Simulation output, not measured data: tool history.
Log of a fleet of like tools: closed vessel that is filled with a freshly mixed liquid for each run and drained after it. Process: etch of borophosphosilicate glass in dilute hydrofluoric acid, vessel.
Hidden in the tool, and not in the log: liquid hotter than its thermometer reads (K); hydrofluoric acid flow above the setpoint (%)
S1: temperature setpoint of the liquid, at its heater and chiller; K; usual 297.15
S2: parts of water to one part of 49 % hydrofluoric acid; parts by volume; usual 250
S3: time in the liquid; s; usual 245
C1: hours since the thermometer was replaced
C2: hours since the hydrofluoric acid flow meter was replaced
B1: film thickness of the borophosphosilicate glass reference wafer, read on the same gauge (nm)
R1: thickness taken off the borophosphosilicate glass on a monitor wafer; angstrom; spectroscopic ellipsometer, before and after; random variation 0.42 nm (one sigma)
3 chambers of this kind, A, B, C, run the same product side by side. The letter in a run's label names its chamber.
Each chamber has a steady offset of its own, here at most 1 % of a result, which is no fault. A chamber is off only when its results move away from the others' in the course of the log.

run,day,S1,S2,S3,C1,C2,B1,R1
1A,0.358,297.15,250,245,398.4,162.4,40.014,437.04
2C,0.571,297.15,250,245,2104.6,1532.0,39.984,443.39
3B,0.846,297.15,250,245,1251.8,380.2,39.978,438.26
4A,1.212,297.15,250,245,418.9,182.9,39.973,436.05
5B,1.621,297.15,250,245,1270.4,398.8,39.999,436.21
6C,1.975,297.15,250,245,2138.3,1565.7,40.028,447.68
# day 2.238: chamber B: hydrofluoric acid flow meter replaced
7C,2.296,297.15,250,245,2146.0,1573.4,40.022,439.22
8B,2.600,297.15,250,245,1293.9,8.8,40.000,443.24
9A,2.883,297.15,250,245,459.0,223.0,39.993,436.86
10C,3.212,297.15,250,245,2168.0,1595.4,39.997,437.89
11A,3.654,297.15,250,245,477.5,241.5,40.039,436.08
12B,3.975,297.15,250,245,1326.9,41.8,39.943,430.49
13A,4.271,297.15,250,245,492.3,256.3,39.980,441.68
14C,4.533,297.15,250,245,2199.7,1627.1,40.031,433.16
15B,4.950,297.15,250,245,1350.3,65.2,39.959,432.98
16C,5.150,297.15,250,245,2214.5,1641.9,40.021,440.34
17B,5.546,297.15,250,245,1364.6,79.5,40.025,436.02
18A,5.796,297.15,250,245,528.9,292.9,40.019,435.14
19B,6.192,297.15,205,245,1380.1,95.0,40.022,561.56
20C,6.625,297.15,205,245,2249.9,1677.3,40.000,556.26
21A,7.054,297.15,205,245,559.1,323.1,40.013,557.34
22B,7.338,297.15,250,245,1407.6,122.5,40.004,444.39
23A,7.754,297.15,250,245,575.9,339.9,40.005,441.29
24C,7.983,297.15,250,245,2282.5,1709.9,40.005,445.00
25A,8.429,297.15,185,200,592.1,356.1,39.983,519.06
26C,8.892,297.15,185,200,2304.3,1731.7,39.963,524.15
27B,9.121,297.15,185,200,1450.4,165.3,39.979,529.08
28B,9.542,297.15,250,245,1460.5,175.4,40.004,430.29
29C,9.821,297.15,250,245,2326.6,1754.0,39.987,440.71
30A,10.025,297.15,250,245,630.4,394.4,40.034,443.88
31A,10.425,300.15,250,245,640.0,404.0,39.992,484.98
32B,10.712,300.15,250,245,1488.6,203.5,39.971,486.32
33C,11.004,300.15,250,245,2355.0,1782.4,39.972,497.07

What goes on in this fleet: one chamber off, a drifting gauge, or nothing beyond the chambers' own small offsets? Name the chamber and the cause, if any.

No chamber stands off beyond its own small offset, and the gauge holds steady.
